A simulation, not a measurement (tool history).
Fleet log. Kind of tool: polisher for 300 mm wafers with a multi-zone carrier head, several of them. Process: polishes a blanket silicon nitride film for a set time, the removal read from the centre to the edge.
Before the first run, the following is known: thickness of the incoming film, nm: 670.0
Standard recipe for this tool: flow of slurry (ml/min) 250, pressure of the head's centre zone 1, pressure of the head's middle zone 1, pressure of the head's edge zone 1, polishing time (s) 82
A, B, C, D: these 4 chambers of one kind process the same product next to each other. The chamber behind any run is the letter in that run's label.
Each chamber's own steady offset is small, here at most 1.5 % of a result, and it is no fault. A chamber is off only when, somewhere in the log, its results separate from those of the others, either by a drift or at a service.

run   hour  flow of slurry (ml/min)  pressure of the head's centre zone  pressure of the head's middle zone  pressure of the head's edge zone  polishing time (s)  film removed at the wafer's centre (angstrom)  film removed at mid-radius (angstrom)  film removed at the wafer's edge (angstrom)
 1D    9.1                      250                                   1                                   1                                 1                  82                                         1383.9                                 1387.9                                       1388.2
 2B   21.6                      250                                   1                                   1                                 1                  82                                         1382.5                                 1369.9                                       1372.7
 3A   33.3                      250                                   1                                   1                                 1                  82                                         1376.9                                 1379.5                                       1356.1
 4C   43.9                      250                                   1                                   1                                 1                  82                                         1387.6                                 1377.6                                       1360.3
 5C   53.4                      250                                   1                                   1                                 1                  82                                         1400.9                                 1371.5                                       1354.6
      55.5  -- chamber D: worn pad replaced by a new one
      56.7  -- chamber A: worn pad replaced by a new one
 6D   64.5                      250                                   1                                   1                                 1                  82                                         1384.2                                 1390.1                                       1373.2
 7A   72.4                      250                                   1                                   1                                 1                  82                                         1392.8                                 1384.5                                       1370.5
 8B   84.6                      250                                   1                                   1                                 1                  82                                         1373.9                                 1411.4                                       1391.6
 9A   93.5                      250                                   1                                   1                                 1                  82                                         1398.3                                 1362.4                                       1386.5
      96.6  -- chamber A: centre zone pressure recalibrated
10B  101.2                      250                                   1                                   1                                 1                  82                                         1384.3                                 1412.6                                       1398.2
11D  111.6                      250                                   1                                   1                                 1                  82                                         1370.4                                 1367.1                                       1372.7
12C    122                      250                                   1                                   1                                 1                  82                                         1386.6                                 1375.2                                         1355
     127.2  -- chamber B: slurry nozzle cleaned
13A  128.9                      250                                   1                                   1                                 1                  82                                         1379.5                                 1369.2                                       1370.2
     134.3  -- chamber A: edge zone pressure recalibrated
     138.3  -- chamber D: centre zone pressure recalibrated
14B  140.4                      250                                   1                                   1                                 1                  82                                         1354.9                                 1370.3                                       1359.4
     150.9  -- chamber C: worn pad replaced by a new one
     151.1  -- chamber B: worn pad replaced by a new one
15C  152.1                      250                                   1                                   1                                 1                  82                                         1384.8                                 1388.6                                       1353.1
16D  166.4                      250                                   1                                   1                                 1                  82                                         1380.2                                 1389.6                                       1360.2
     167.3  -- chamber D: slurry nozzle cleaned
     172.5  -- chamber C: slurry nozzle cleaned
     173.7  -- chamber B: edge zone pressure recalibrated
17D  176.7                      250                                   1                                   1                                 1                  82                                         1385.5                                 1404.5                                       1406.7
18A  191.5                      250                                   1                                   1                                 1                  82                                         1398.2                                   1424                                       1350.8
     196.3  -- chamber A: worn pad replaced by a new one
19C  198.8                      250                                   1                                   1                                 1                  82                                         1390.4                                 1367.5                                       1367.3
20B  212.6                      195                                   1                                   1                                 1                  82                                           1356                                 1348.7                                       1348.9
     221.3  -- chamber B: centre zone pressure recalibrated
21C  226.2                      195                                   1                                   1                                 1                  82                                         1335.4                                 1326.8                                       1326.2
     236.1  -- chamber D: worn pad replaced by a new one
22B  236.9                      195                                   1                                   1                                 1                  82                                         1305.5                                 1339.2                                       1333.4
23D  251.9                      195                                   1                                   1                                 1                  82                                         1312.5                                   1349                                         1316
24A    267                      250                                   1                                   1                                 1                  82                                         1388.4                                   1389                                       1378.5
25C  282.1                      250                                   1                                   1                                 1                  82                                         1380.4                                   1405                                       1368.5
26B  291.6                      250                                   1                                   1                                 1                  82                                         1370.7                                 1408.5                                       1361.5
27A  301.8                      250                                   1                                   1                                 1                  82                                         1410.9                                 1387.9                                       1369.3
28D  314.4                      250                                   1                                   1                                 1                  82                                         1406.6                                 1395.7                                       1338.1
29B  329.2                      250                                   1                                   1                                 1                  82                                         1350.3                                 1391.2                                       1378.7
     329.9  -- chamber C: worn pad replaced by a new one
     332.2  -- chamber A: worn pad replaced by a new one
30D  340.3                      335                                   1                                1.11                                 1                  82                                         1400.5                                 1572.8                                       1377.1
31C  349.1                      335                                   1                                1.11                                 1                  82                                         1449.7                                 1551.4                                       1418.6
32A  357.4                      335                                   1                                1.11                                 1                  82                                         1430.3                                 1562.3                                       1414.2
33C  368.7                      335                                   1                                1.11                                 1                  82                                         1441.3                                 1551.1                                       1387.6
34A  382.8                      335                                   1                                   1                                 1                  82                                           1435                                 1435.5                                       1422.2
     394.8  -- chamber C: slurry nozzle cleaned
35B    395                      335                                   1                                   1                                 1                  82                                         1426.6                                   1392                                       1390.1
36D  404.6                      335                                   1                                   1                                 1                  82                                         1424.2                                 1427.3                                       1419.2
     410.4  -- chamber B: worn pad replaced by a new one
37B  411.7                      335                                   1                                   1                                 1                  82                                         1439.5                                 1402.6                                       1391.2
38C  419.9                      250                                   1                                   1                                 1                  82                                         1397.8                                 1379.1                                       1379.8
     428.1  -- chamber D: worn pad replaced by a new one
39A    431                      250                                   1                                   1                                 1                  82                                         1401.7                                 1367.1                                       1363.9
40D  444.5                      250                                   1                                   1                                 1                  82                                         1418.4                                 1388.8                                       1383.8
41A  457.7                      250                                   1                                   1                                 1                  82                                         1346.8                                 1395.8                                         1372
42D  466.9                      250                                   1                                   1                                 1                  82                                         1404.5                                 1375.6                                         1369
43B    482                      200                                   1                                   1                                 1                  82                                         1335.8                                   1359                                       1342.9

The same settings go to every chamber for the next run, one line per chamber below. Forecast the results for each:
44A  493.1                      280                                   1                                   1                                 1                  82                                              ?                                      ?                                            ?
44B  493.1                      280                                   1                                   1                                 1                  82                                              ?                                      ?                                            ?
44C  493.1                      280                                   1                                   1                                 1                  82                                              ?                                      ?                                            ?
44D  493.1                      280                                   1                                   1                                 1                  82                                              ?                                      ?                                            ?

run  film removed at the wafer's centre (angstrom)  film removed at mid-radius (angstrom)  film removed at the wafer's edge (angstrom)
44A                                         1407.6                                 1414.3                                       1404.7
44B                                         1357.9                                 1402.7                                       1376.1
44C                                         1393.5                                 1393.3                                       1391.3
44D                                         1396.3                                 1408.5                                       1390.9

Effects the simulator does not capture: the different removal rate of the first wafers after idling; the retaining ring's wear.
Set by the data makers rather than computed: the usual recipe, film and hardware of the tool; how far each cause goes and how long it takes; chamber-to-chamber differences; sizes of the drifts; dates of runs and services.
